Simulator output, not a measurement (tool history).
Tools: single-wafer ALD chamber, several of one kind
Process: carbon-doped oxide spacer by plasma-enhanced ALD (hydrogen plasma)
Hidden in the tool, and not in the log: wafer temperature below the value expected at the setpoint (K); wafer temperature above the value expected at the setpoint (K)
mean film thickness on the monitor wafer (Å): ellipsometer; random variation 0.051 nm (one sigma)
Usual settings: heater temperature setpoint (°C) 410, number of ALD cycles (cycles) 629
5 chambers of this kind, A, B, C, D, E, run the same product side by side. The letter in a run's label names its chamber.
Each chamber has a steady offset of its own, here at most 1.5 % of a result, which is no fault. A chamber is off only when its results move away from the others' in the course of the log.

run	hour	heater temperature setpoint (°C)	number of ALD cycles (cycles)	hours since the last thermocouple change	read-back reference wafer on the same gauge, thickness_nm	mean film thickness on the monitor wafer (Å)
1A	6.5	410	629	847.4	35.286	304.99
2B	14.9	410	629	98.4	35.282	307.56
3D	19	410	629	1275.9	35.301	306.22
4C	23.8	410	629	400.2	35.269	306.85
5E	30.7	410	629	1937.3	35.28	303.2
6D	36.3	410	629	1293.2	35.271	305.07
7B	43.7	410	629	127.2	35.253	308.28
8E	50.9	410	629	1957.5	35.246	303.15
9A	57.6	410	629	898.5	35.231	303.68
10C	66	410	629	442.4	35.238	305.87
11C	71	410	629	447.4	35.223	305.97
12D	77.3	410	629	1334.2	35.219	303.9
13E	81.8	410	629	1988.4	35.215	301.79
14B	87.5	410	629	171	35.207	308.19
15A	95.8	410	629	936.7	35.208	304.11
16C	102.3	402	699	478.7	35.205	348.56
17E	108.2	402	699	2014.8	35.187	344.3
18B	116.4	402	699	199.9	35.193	351.02
19A	120.7	402	699	961.6	35.177	346.4
20D	125	402	699	1381.9	35.18	346.25
21E	131.6	404	629	2038.2	35.176	306.12
22D	139.2	404	629	1396.1	35.155	309.74
23C	148.3	404	629	524.7	35.14	311.9
24A	154	404	629	994.9	35.151	309.82
25B	162.2	404	629	245.7	35.128	313.16
26D	170.6	410	629	1427.5	35.12	303.24
27C	176.7	410	629	553.1	35.109	305.87
28A	185.6	410	629	1026.5	35.11	303.69
29E	193.4	410	629	2100	35.104	301.18
30B	199.7	410	629	283.2	35.103	306.69
31D	204	410	711	1460.9	35.079	342.58
32B	210.9	410	711	294.4	35.08	347.05
33C	219.3	410	711	595.7	35.081	345.88
34A	227.3	410	711	1068.2	35.059	342.24

All 5 chambers run these settings next. Forecast each chamber's results:
35A	234	410	629			?
35B	234	410	629			?
35C	234	410	629			?
35D	234	410	629			?
35E	234	410	629			?

run	mean film thickness on the monitor wafer (Å)
35A	302.45
35B	305.84
35C	305.69
35D	302.53
35E	300.76
